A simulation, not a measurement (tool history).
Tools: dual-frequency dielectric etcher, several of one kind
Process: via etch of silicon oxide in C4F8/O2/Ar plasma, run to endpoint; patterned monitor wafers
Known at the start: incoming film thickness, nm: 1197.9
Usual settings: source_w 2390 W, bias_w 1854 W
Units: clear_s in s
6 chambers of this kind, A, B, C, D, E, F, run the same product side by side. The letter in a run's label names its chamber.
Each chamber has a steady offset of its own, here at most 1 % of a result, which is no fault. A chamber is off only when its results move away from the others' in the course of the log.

| run | hour | source_w | bias_w | hours since the last wet clean | hours since the last source power generator calibration | hours since the last bias power generator calibration | clear_s |
|---|---|---|---|---|---|---|---|
| 1A | 8.6 | 2390 | 1854 | 666.3 | 676.4 | 1529.6 | 224.3 |
| 2B | 15.6 | 2390 | 1854 | 338.8 | 219.9 | 1347.3 | 224.91 |
| 3E | 25 | 2390 | 1854 | 552.8 | 566.1 | 2501.2 | 225.11 |
|  | 35.2 | chamber E: wet clean of the chamber |
| 4D | 35.6 | 2390 | 1854 | 530.9 | 469.7 | 686.4 | 222.51 |
| 5C | 43.5 | 2020 | 1703 | 98.5 | 2290.9 | 3244.6 | 244.67 |
|  | 47.6 | chamber A: wet clean of the chamber |
| 6F | 53.8 | 2020 | 1703 | 265.8 | 320.3 | 848.8 | 245.1 |
| 7B | 67 | 2020 | 1703 | 390.2 | 271.3 | 1398.7 | 246.11 |
| 8F | 76.2 | 2020 | 1703 | 288.2 | 342.7 | 871.2 | 247.78 |
| 9C | 89 | 2020 | 1703 | 144 | 2336.4 | 3290.1 | 245.16 |
| 10D | 99 | 2020 | 1703 | 594.3 | 533.1 | 749.8 | 246.54 |
| 11E | 106.8 | 2620 | 1569 | 71.6 | 647.9 | 2583 | 225.53 |
| 12A | 113.5 | 2620 | 1569 | 66 | 781.3 | 1634.5 | 225.43 |
|  | 114.3 | chamber D: wet clean of the chamber |
| 13D | 126.1 | 2620 | 1569 | 11.9 | 560.2 | 776.9 | 226.13 |
| 14A | 136.9 | 2620 | 1569 | 89.4 | 804.7 | 1657.9 | 226.39 |
| 15C | 149 | 2620 | 1569 | 204 | 2396.4 | 3350.1 | 226.41 |
| 16E | 155.3 | 2620 | 1569 | 120.1 | 696.4 | 2631.5 | 225.73 |
| 17F | 163 | 2840 | 1706 | 375 | 429.5 | 958 | 214.74 |
| 18B | 171.6 | 2840 | 1706 | 494.8 | 375.9 | 1503.3 | 214.58 |
| 19D | 185.1 | 2840 | 1706 | 70.9 | 619.2 | 835.9 | 212.28 |
| 20B | 191.5 | 2840 | 1706 | 514.7 | 395.8 | 1523.2 | 213.85 |
| 21E | 198.4 | 2840 | 1706 | 163.2 | 739.5 | 2674.6 | 215.67 |
| 22C | 209.9 | 2840 | 1706 | 264.9 | 2457.3 | 3411 | 213 |
|  | 218.4 | chamber F: wet clean of the chamber |
| 23A | 220.8 | 2390 | 1854 | 173.3 | 888.6 | 1741.8 | 224.9 |
|  | 226.4 | chamber B: wet clean of the chamber |
| 24F | 231.6 | 2970 | 1854 | 13.3 | 498.1 | 1026.6 | 206.5 |
| 25D | 242.8 | 2970 | 1854 | 128.6 | 676.9 | 893.6 | 204.63 |
| 26B | 254.3 | 2970 | 1854 | 28 | 458.6 | 1586 | 214.44 |
|  | 255.1 | chamber C: wet clean of the chamber |
| 27C | 265.4 | 2970 | 1854 | 10.3 | 2512.8 | 3466.5 | 205.43 |
| 28A | 274.3 | 2970 | 1854 | 226.8 | 942.1 | 1795.3 | 206.27 |
| 29E | 280.8 | 2970 | 1854 | 245.6 | 821.9 | 2757 | 205.77 |
| 30F | 293.1 | 2390 | 1854 | 74.8 | 559.6 | 1088.1 | 224.79 |
| 31F | 305.7 | 2390 | 1854 | 87.4 | 572.2 | 1100.7 | 225.58 |
| 32B | 315 | 2390 | 1854 | 88.7 | 519.3 | 1646.7 | 234.61 |
| 33D | 323.7 | 2080 | 1645 | 209.5 | 757.8 | 974.5 | 245.6 |
| 34C | 335.6 | 2080 | 1645 | 80.5 | 2583 | 3536.7 | 243.87 |
| 35E | 347.6 | 2080 | 1645 | 312.4 | 888.7 | 2823.8 | 244.83 |
| 36A | 354.7 | 2080 | 1645 | 307.2 | 1022.5 | 1875.7 | 243.4 |
| 37A | 361.2 | 2080 | 1645 | 313.7 | 1029 | 1882.2 | 245.41 |

What goes on in this fleet: one chamber off, a drifting gauge, or nothing beyond the chambers' own small offsets? Name the chamber and the cause, if any.

A service left chamber B off against the others.
Cause: etch rate under this chamber's usual, % = 4.22.

Here are 4 candidates for chamber B's next run, each the usual settings with a change, their results left as question marks. Which one brings its results back in line with what the others give on the usual settings?
In line means no further than this from the other chambers' mean on the usual settings: clear_s 3.2 s
| 38B-1 | 370.9 | 2390 | 2146 |  |  |  | ? |
| 38B-2 | 370.9 | 2500 | 1854 |  |  |  | ? |
| 38B-3 | 370.9 | 2390 | 1731 |  |  |  | ? |
| 38B-4 | 370.9 | 2210 | 1757 |  |  |  | ? |

The other chambers' mean on the usual settings: clear_s 224.19 s
| run | clear_s |
|---|---|
| 38B-1 | 224.91 |
| 38B-2 | 230.37 |
| 38B-3 | 239.07 |
| 38B-4 | 245.61 |
38B-1 brings the chamber back in line.
